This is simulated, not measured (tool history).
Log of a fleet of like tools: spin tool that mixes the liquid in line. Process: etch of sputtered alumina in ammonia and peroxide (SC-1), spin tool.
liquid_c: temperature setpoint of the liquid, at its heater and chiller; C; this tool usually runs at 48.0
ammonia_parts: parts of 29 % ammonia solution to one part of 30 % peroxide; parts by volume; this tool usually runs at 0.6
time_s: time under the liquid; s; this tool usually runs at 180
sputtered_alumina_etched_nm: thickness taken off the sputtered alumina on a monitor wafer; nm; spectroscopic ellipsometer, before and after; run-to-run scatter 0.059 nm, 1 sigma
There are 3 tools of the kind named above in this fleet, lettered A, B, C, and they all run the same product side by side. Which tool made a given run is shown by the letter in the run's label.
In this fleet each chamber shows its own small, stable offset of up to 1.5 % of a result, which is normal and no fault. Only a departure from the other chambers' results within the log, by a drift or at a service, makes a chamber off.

run   hour  liquid_c  ammonia_parts  time_s  hours since the thermometer was replaced  hours since the ammonia flow meter was replaced  hours since the heated supply line was repaired  hours since the drum of ammonia solution was connected  read-back film thickness of the sputtered alumina reference wafer, read on the same gauge (nm)  sputtered_alumina_etched_nm
 1C    6.7      48.0            0.6     180                                    1560.3                                            851.3                                            313.1                                                   613.7                                                                                          109.99                       7.9321
 2B   16.6      48.0            0.6     180                                     399.8                                             53.4                                           1649.4                                                  1043.7                                                                                          110.00                       7.9580
 3A   24.9      48.0            0.6     180                                     619.8                                            131.3                                             32.1                                                   688.6                                                                                          109.98                       7.9887
 4B   30.9      48.0            0.6     180                                     414.1                                             67.7                                           1663.7                                                  1058.0                                                                                          110.00                       7.9399
 5A   37.1      48.0            0.6     180                                     632.0                                            143.5                                             44.3                                                   700.8                                                                                          110.03                       7.9197
 6C   43.8      48.0            0.6     180                                    1597.4                                            888.4                                            350.2                                                   650.8                                                                                          110.01                       7.9294
      46.5  -- chamber B: new drum of ammonia solution connected
      53.5  -- chamber A: new drum of ammonia solution connected
 7A   55.6      48.0            0.6     180                                     650.5                                            162.0                                             62.8                                                     2.2                                                                                          110.02                       8.0867
 8B   64.7      48.0            0.6     180                                     447.9                                            101.5                                           1697.5                                                    18.2                                                                                          109.98                       7.9453
 9C   72.9      48.0            0.6     180                                    1626.5                                            917.5                                            379.3                                                   679.9                                                                                          110.01                       7.8393
10A   80.2      38.5            0.6     180                                     675.1                                            186.6                                             87.4                                                    26.8                                                                                          109.99                       4.5770
11C   91.5      38.5            0.6     180                                    1645.1                                            936.1                                            397.9                                                   698.5                                                                                          110.02                       4.4684
12B  100.4      38.5            0.6     180                                     483.6                                            137.2                                           1733.2                                                    53.9                                                                                          110.01                       4.5475
13A  109.5      40.0            0.6     180                                     704.4                                            215.9                                            116.7                                                    56.1                                                                                          110.02                       4.9706
14C  117.3      40.0            0.6     180                                    1670.9                                            961.9                                            423.7                                                   724.3                                                                                          110.01                       4.7876
15B  127.0      40.0            0.6     180                                     510.2                                            163.8                                           1759.8                                                    80.5                                                                                          110.00                       4.9299
16B  133.6      48.0            0.6     180                                     516.8                                            170.4                                           1766.4                                                    87.1                                                                                          110.00                       8.0057
17C  145.4      48.0            0.6     180                                    1699.0                                            990.0                                            451.8                                                   752.4                                                                                          110.00                       7.5487
18A  151.4      48.0            0.6     180                                     746.3                                            257.8                                            158.6                                                    98.0                                                                                          110.01                       7.9710
19A  160.9      48.0            0.6     235                                     755.8                                            267.3                                            168.1                                                   107.5                                                                                          109.99                      10.4110
20B  169.5      48.0            0.6     235                                     552.7                                            206.3                                           1802.3                                                   123.0                                                                                          109.98                      10.3890
21C  181.2      48.0            0.6     235                                    1734.8                                           1025.8                                            487.6                                                   788.2                                                                                          109.99                       9.9188
22A  191.3      48.0            0.6     180                                     786.2                                            297.7                                            198.5                                                   137.9                                                                                          109.99                       7.9662
23B  197.3      48.0            0.6     180                                     580.5                                            234.1                                           1830.1                                                   150.8                                                                                          110.00                       7.8295
24C  206.9      48.0            0.6     180                                    1760.5                                           1051.5                                            513.3                                                   813.9                                                                                          110.00                       7.7228
25B  217.3      48.0            0.6     280                                     600.5                                            254.1                                           1850.1                                                   170.8                                                                                          109.99                      12.2740
26C  223.6      48.0            0.6     280                                    1777.2                                           1068.2                                            530.0                                                   830.6                                                                                          110.01                      11.8460
27A  231.6      48.0            0.6     280                                     826.5                                            338.0                                            238.8                                                   178.2                                                                                          110.01                      12.5340
28A  237.6      48.0            0.6     180                                     832.5                                            344.0                                            244.8                                                   184.2                                                                                          109.99                       7.8792
29B  249.3      48.0            0.6     180                                     632.5                                            286.1                                           1882.1                                                   202.8                                                                                          110.01                       7.8608
30C  256.7      53.5            0.6     105                                    1810.3                                           1101.3                                            563.1                                                   863.7                                                                                          109.98                       5.9218
31B  264.7      53.5            0.6     105                                     647.9                                            301.5                                           1897.5                                                   218.2                                                                                          110.00                       6.1997
32C  274.4      53.5            0.6     105                                    1828.0                                           1119.0                                            580.8                                                   881.4                                                                                          110.00                       5.8912
33A  279.9      48.0            0.6     180                                     874.8                                            386.3                                            287.1                                                   226.5                                                                                          110.02                       8.0141
34A  286.0      48.0            0.6     130                                     880.9                                            392.4                                            293.2                                                   232.6                                                                                          110.02                       5.7922
35C  294.1      48.0            0.6     130                                    1847.7                                           1138.7                                            600.5                                                   901.1                                                                                          109.98                       5.3567
36B  304.0      48.0            0.6     130                                     687.2                                            340.8                                           1936.8                                                   257.5                                                                                          109.98                       5.6835
37C  310.0      48.0            0.6     180                                    1863.6                                           1154.6                                            616.4                                                   917.0                                                                                          109.99                       7.3177
38A  317.4      48.0            0.6     180                                     912.3                                            423.8                                            324.6                                                   264.0                                                                                          110.02                       8.0068
39B  324.7      48.0            0.6     180                                     707.9                                            361.5                                           1957.5                                                   278.2                                                                                          110.00                       7.8931
40A  330.8      53.0            0.5     180                                     925.7                                            437.2                                            338.0                                                   277.4                                                                                          109.97                      10.4210
41C  340.9      53.0            0.5     180                                    1894.5                                           1185.5                                            647.3                                                   947.9                                                                                          110.02                       9.5679
42B  352.1      53.0            0.5     180                                     735.3                                            388.9                                           1984.9                                                   305.6                                                                                          109.98                      10.1320
43C  358.1      48.0            0.6     180                                    1911.7                                           1202.7                                            664.5                                                   965.1                                                                                          109.99                       7.2088
44A  369.1      48.0            0.6     180                                     964.0                                            475.5                                            376.3                                                   315.7                                                                                          109.98                       8.0916

Has any chamber moved away from the others, gradually or after a service, or does the common gauge drift, or do the chambers differ only by their own small steady offsets? State the chamber and the most likely cause if one applies.

Chamber C drifts away from the others.
Cause: temperature lost on the way to the wafer (K) = 1.54.
The log may not tell that from: liquid colder than its thermometer reads (K).

Which of the 4 candidates below, each the usual settings with something changed and its results left as question marks, puts chamber C back in line with what the other chambers give on the usual settings?
In-line tolerance around the mean of the other chambers on the usual settings: sputtered_alumina_etched_nm 0.2000 nm
45C-1  377.6      46.5            0.6     180                                                                                                                                                                                                                                                                                                                                ?
45C-2  377.6      48.0            0.6     185                                                                                                                                                                                                                                                                                                                                ?
45C-3  377.6      48.0            0.6     175                                                                                                                                                                                                                                                                                                                                ?
45C-4  377.6      49.5            0.6     180                                                                                                                                                                                                                                                                                                                                ?

What the other chambers average on the usual settings: sputtered_alumina_etched_nm 7.9520 nm
  run  sputtered_alumina_etched_nm
45C-1                       6.6726
45C-2                       7.4748
45C-3                       7.0708
45C-4                       7.9197
45C-4 is the one that brings the chamber's results back in line with the other chambers.
